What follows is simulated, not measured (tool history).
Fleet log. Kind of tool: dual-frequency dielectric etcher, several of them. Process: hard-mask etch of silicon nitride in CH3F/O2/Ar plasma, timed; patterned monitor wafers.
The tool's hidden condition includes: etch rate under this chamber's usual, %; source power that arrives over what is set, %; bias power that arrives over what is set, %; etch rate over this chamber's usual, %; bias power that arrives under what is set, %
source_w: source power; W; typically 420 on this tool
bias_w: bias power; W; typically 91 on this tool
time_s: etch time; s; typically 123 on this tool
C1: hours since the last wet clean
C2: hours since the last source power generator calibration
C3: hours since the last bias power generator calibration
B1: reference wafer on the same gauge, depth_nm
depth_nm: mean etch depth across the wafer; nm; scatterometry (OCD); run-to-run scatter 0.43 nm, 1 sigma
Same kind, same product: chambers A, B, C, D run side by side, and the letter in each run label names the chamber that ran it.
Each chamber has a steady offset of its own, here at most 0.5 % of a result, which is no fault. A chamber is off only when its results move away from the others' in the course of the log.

{"run": "1A", "hour": 8.9, "source_w": 420, "bias_w": 91, "time_s": 123, "C1": 300.1, "C2": 3374.8, "C3": 2301.8, "B1": 110.38, "depth_nm": 94.529}
{"run": "2C", "hour": 21.9, "source_w": 420, "bias_w": 91, "time_s": 123, "C1": 196.4, "C2": 298.4, "C3": 2037.9, "B1": 110.4, "depth_nm": 95.003}
{"run": "3B", "hour": 29.1, "source_w": 420, "bias_w": 91, "time_s": 123, "C1": 297.8, "C2": 2822.1, "C3": 3704.7, "B1": 110.37, "depth_nm": 95.549}
{"run": "4D", "hour": 42.2, "source_w": 420, "bias_w": 91, "time_s": 123, "C1": 151, "C2": 2200.7, "C3": 2687.7, "B1": 110.41, "depth_nm": 95.658}
{"hour": 46.0, "done": "chamber A: wet clean of the chamber"}
{"run": "5A", "hour": 54.8, "source_w": 420, "bias_w": 91, "time_s": 123, "C1": 8.9, "C2": 3420.7, "C3": 2347.7, "B1": 110.29, "depth_nm": 95.209}
{"run": "6C", "hour": 69.5, "source_w": 420, "bias_w": 91, "time_s": 123, "C1": 244, "C2": 346, "C3": 2085.5, "B1": 110.43, "depth_nm": 94.683}
{"run": "7D", "hour": 77.3, "source_w": 420, "bias_w": 91, "time_s": 123, "C1": 186.1, "C2": 2235.8, "C3": 2722.8, "B1": 110.29, "depth_nm": 96.379}
{"run": "8B", "hour": 91.2, "source_w": 330, "bias_w": 91, "time_s": 147, "C1": 359.9, "C2": 2884.2, "C3": 3766.8, "B1": 110.34, "depth_nm": 103.98}
{"run": "9C", "hour": 104.3, "source_w": 330, "bias_w": 91, "time_s": 147, "C1": 278.8, "C2": 380.8, "C3": 2120.3, "B1": 110.31, "depth_nm": 103.44}
{"run": "10B", "hour": 115.6, "source_w": 330, "bias_w": 91, "time_s": 147, "C1": 384.3, "C2": 2908.6, "C3": 3791.2, "B1": 110.26, "depth_nm": 103.88}
{"run": "11A", "hour": 129.5, "source_w": 330, "bias_w": 91, "time_s": 147, "C1": 83.6, "C2": 3495.4, "C3": 2422.4, "B1": 110.43, "depth_nm": 104.75}
{"run": "12D", "hour": 141.3, "source_w": 420, "bias_w": 91, "time_s": 123, "C1": 250.1, "C2": 2299.8, "C3": 2786.8, "B1": 110.32, "depth_nm": 95.769}
{"run": "13A", "hour": 151.2, "source_w": 380, "bias_w": 91, "time_s": 99, "C1": 105.3, "C2": 3517.1, "C3": 2444.1, "B1": 110.33, "depth_nm": 73.813}
{"run": "14D", "hour": 162.6, "source_w": 380, "bias_w": 91, "time_s": 99, "C1": 271.4, "C2": 2321.1, "C3": 2808.1, "B1": 110.38, "depth_nm": 74.027}
{"run": "15C", "hour": 178.1, "source_w": 380, "bias_w": 91, "time_s": 99, "C1": 352.6, "C2": 454.6, "C3": 2194.1, "B1": 110.37, "depth_nm": 73.759}
{"run": "16B", "hour": 193.1, "source_w": 380, "bias_w": 91, "time_s": 99, "C1": 461.8, "C2": 2986.1, "C3": 3868.7, "B1": 110.38, "depth_nm": 73.445}
{"hour": 193.5, "done": "chamber B: wet clean of the chamber"}
{"hour": 200.4, "done": "chamber D: source power generator calibrated"}
{"run": "17C", "hour": 200.8, "source_w": 420, "bias_w": 91, "time_s": 123, "C1": 375.3, "C2": 477.3, "C3": 2216.8, "B1": 110.4, "depth_nm": 95.663}
{"run": "18B", "hour": 210.2, "source_w": 420, "bias_w": 91, "time_s": 123, "C1": 16.8, "C2": 3003.2, "C3": 3885.8, "B1": 110.42, "depth_nm": 95.075}
{"run": "19D", "hour": 218.8, "source_w": 420, "bias_w": 91, "time_s": 123, "C1": 327.6, "C2": 18.5, "C3": 2864.3, "B1": 110.51, "depth_nm": 95.084}
{"run": "20A", "hour": 229.4, "source_w": 420, "bias_w": 91, "time_s": 123, "C1": 183.5, "C2": 3595.3, "C3": 2522.3, "B1": 110.29, "depth_nm": 95.262}
{"run": "21D", "hour": 239.1, "source_w": 420, "bias_w": 91, "time_s": 123, "C1": 347.9, "C2": 38.8, "C3": 2884.6, "B1": 110.35, "depth_nm": 94.347}
{"run": "22A", "hour": 254.2, "source_w": 420, "bias_w": 91, "time_s": 123, "C1": 208.3, "C2": 3620.1, "C3": 2547.1, "B1": 110.41, "depth_nm": 95.394}
{"run": "23C", "hour": 267.8, "source_w": 420, "bias_w": 76, "time_s": 123, "C1": 442.3, "C2": 544.3, "C3": 2283.8, "B1": 110.37, "depth_nm": 89.059}
{"hour": 275.9, "done": "chamber C: wet clean of the chamber"}
{"run": "24B", "hour": 281.2, "source_w": 420, "bias_w": 76, "time_s": 123, "C1": 87.8, "C2": 3074.2, "C3": 3956.8, "B1": 110.24, "depth_nm": 89.46}
{"run": "25D", "hour": 292.8, "source_w": 420, "bias_w": 76, "time_s": 123, "C1": 401.6, "C2": 92.5, "C3": 2938.3, "B1": 110.37, "depth_nm": 88.37}
{"run": "26A", "hour": 301.3, "source_w": 420, "bias_w": 76, "time_s": 123, "C1": 255.4, "C2": 3667.2, "C3": 2594.2, "B1": 110.47, "depth_nm": 90.326}
{"run": "27C", "hour": 309.6, "source_w": 420, "bias_w": 91, "time_s": 123, "C1": 33.8, "C2": 586.1, "C3": 2325.6, "B1": 110.54, "depth_nm": 94.874}
{"run": "28B", "hour": 325.1, "source_w": 420, "bias_w": 91, "time_s": 123, "C1": 131.7, "C2": 3118.1, "C3": 4000.7, "B1": 110.36, "depth_nm": 95.703}
{"run": "29A", "hour": 338.0, "source_w": 420, "bias_w": 91, "time_s": 123, "C1": 292.1, "C2": 3703.9, "C3": 2630.9, "B1": 110.42, "depth_nm": 94.663}
{"hour": 344.1, "done": "chamber B: source power generator calibrated"}
{"run": "30B", "hour": 352.8, "source_w": 420, "bias_w": 91, "time_s": 123, "C1": 159.4, "C2": 8.7, "C3": 4028.4, "B1": 110.36, "depth_nm": 95.631}
{"run": "31C", "hour": 360.1, "source_w": 490, "bias_w": 91, "time_s": 123, "C1": 84.3, "C2": 636.6, "C3": 2376.1, "B1": 110.41, "depth_nm": 100.79}
{"hour": 374.4, "done": "chamber C: bias power generator calibrated"}
{"run": "32D", "hour": 374.6, "source_w": 490, "bias_w": 91, "time_s": 123, "C1": 483.4, "C2": 174.3, "C3": 3020.1, "B1": 110.42, "depth_nm": 97.744}
{"run": "33C", "hour": 387.7, "source_w": 490, "bias_w": 91, "time_s": 123, "C1": 111.9, "C2": 664.2, "C3": 13.4, "B1": 110.33, "depth_nm": 100.62}
{"run": "34A", "hour": 395.3, "source_w": 490, "bias_w": 91, "time_s": 123, "C1": 349.4, "C2": 3761.2, "C3": 2688.2, "B1": 110.35, "depth_nm": 100.13}
{"run": "35D", "hour": 410.4, "source_w": 420, "bias_w": 91, "time_s": 123, "C1": 519.2, "C2": 210.1, "C3": 3055.9, "B1": 110.39, "depth_nm": 92.071}
{"run": "36B", "hour": 426.0, "source_w": 420, "bias_w": 91, "time_s": 123, "C1": 232.6, "C2": 81.9, "C3": 4101.6, "B1": 110.38, "depth_nm": 94.933}
{"run": "37A", "hour": 435.1, "source_w": 420, "bias_w": 91, "time_s": 123, "C1": 389.2, "C2": 3801, "C3": 2728, "B1": 110.34, "depth_nm": 94.398}
{"hour": 439.4, "done": "chamber A: wet clean of the chamber"}
{"run": "38C", "hour": 444.0, "source_w": 420, "bias_w": 91, "time_s": 123, "C1": 168.2, "C2": 720.5, "C3": 69.7, "B1": 110.37, "depth_nm": 95.235}
{"run": "39B", "hour": 456.0, "source_w": 420, "bias_w": 91, "time_s": 123, "C1": 262.6, "C2": 111.9, "C3": 4131.6, "B1": 110.33, "depth_nm": 95.191}
{"run": "40D", "hour": 470.0, "source_w": 420, "bias_w": 91, "time_s": 123, "C1": 578.8, "C2": 269.7, "C3": 3115.5, "B1": 110.33, "depth_nm": 90.902}
{"run": "41A", "hour": 485.4, "source_w": 420, "bias_w": 91, "time_s": 123, "C1": 46.1, "C2": 3851.3, "C3": 2778.3, "B1": 110.45, "depth_nm": 94.624}
{"run": "42D", "hour": 498.2, "source_w": 420, "bias_w": 91, "time_s": 123, "C1": 607, "C2": 297.9, "C3": 3143.7, "B1": 110.44, "depth_nm": 91.18}
{"run": "43C", "hour": 509.7, "source_w": 420, "bias_w": 91, "time_s": 94, "C1": 233.9, "C2": 786.2, "C3": 135.4, "B1": 110.32, "depth_nm": 72.156}

Which is it: a chamber that has drifted or been left off by a service, a gauge drift common to all chambers, or only each chamber's usual small offset? If a chamber is off, name it and its likeliest cause.

One chamber, D, drifts off from the rest bit by bit.
What lies behind it: etch rate under this chamber's usual, % = 5.36.

Here are 4 candidates for chamber D's next run, each the usual settings with a change, their results left as question marks. Which one brings its results back in line with what the others give on the usual settings?
Allowed miss from the other chambers' usual-settings mean, per result, to count as in line: depth_nm 1.5 nm
{"run": "44D-1", "hour": 521.1, "source_w": 360, "bias_w": 91, "time_s": 123, "depth_nm": "?"}
{"run": "44D-2", "hour": 521.1, "source_w": 420, "bias_w": 91, "time_s": 125, "depth_nm": "?"}
{"run": "44D-3", "hour": 521.1, "source_w": 410, "bias_w": 88, "time_s": 123, "depth_nm": "?"}
{"run": "44D-4", "hour": 521.1, "source_w": 420, "bias_w": 92, "time_s": 129, "depth_nm": "?"}

Usual-settings mean across the other chambers: depth_nm 95.11 nm
run=44D-1 depth_nm=85.307
run=44D-2 depth_nm=91.865
run=44D-3 depth_nm=88.503
run=44D-4 depth_nm=95.18
44D-4 puts the chamber back in line with the other chambers.

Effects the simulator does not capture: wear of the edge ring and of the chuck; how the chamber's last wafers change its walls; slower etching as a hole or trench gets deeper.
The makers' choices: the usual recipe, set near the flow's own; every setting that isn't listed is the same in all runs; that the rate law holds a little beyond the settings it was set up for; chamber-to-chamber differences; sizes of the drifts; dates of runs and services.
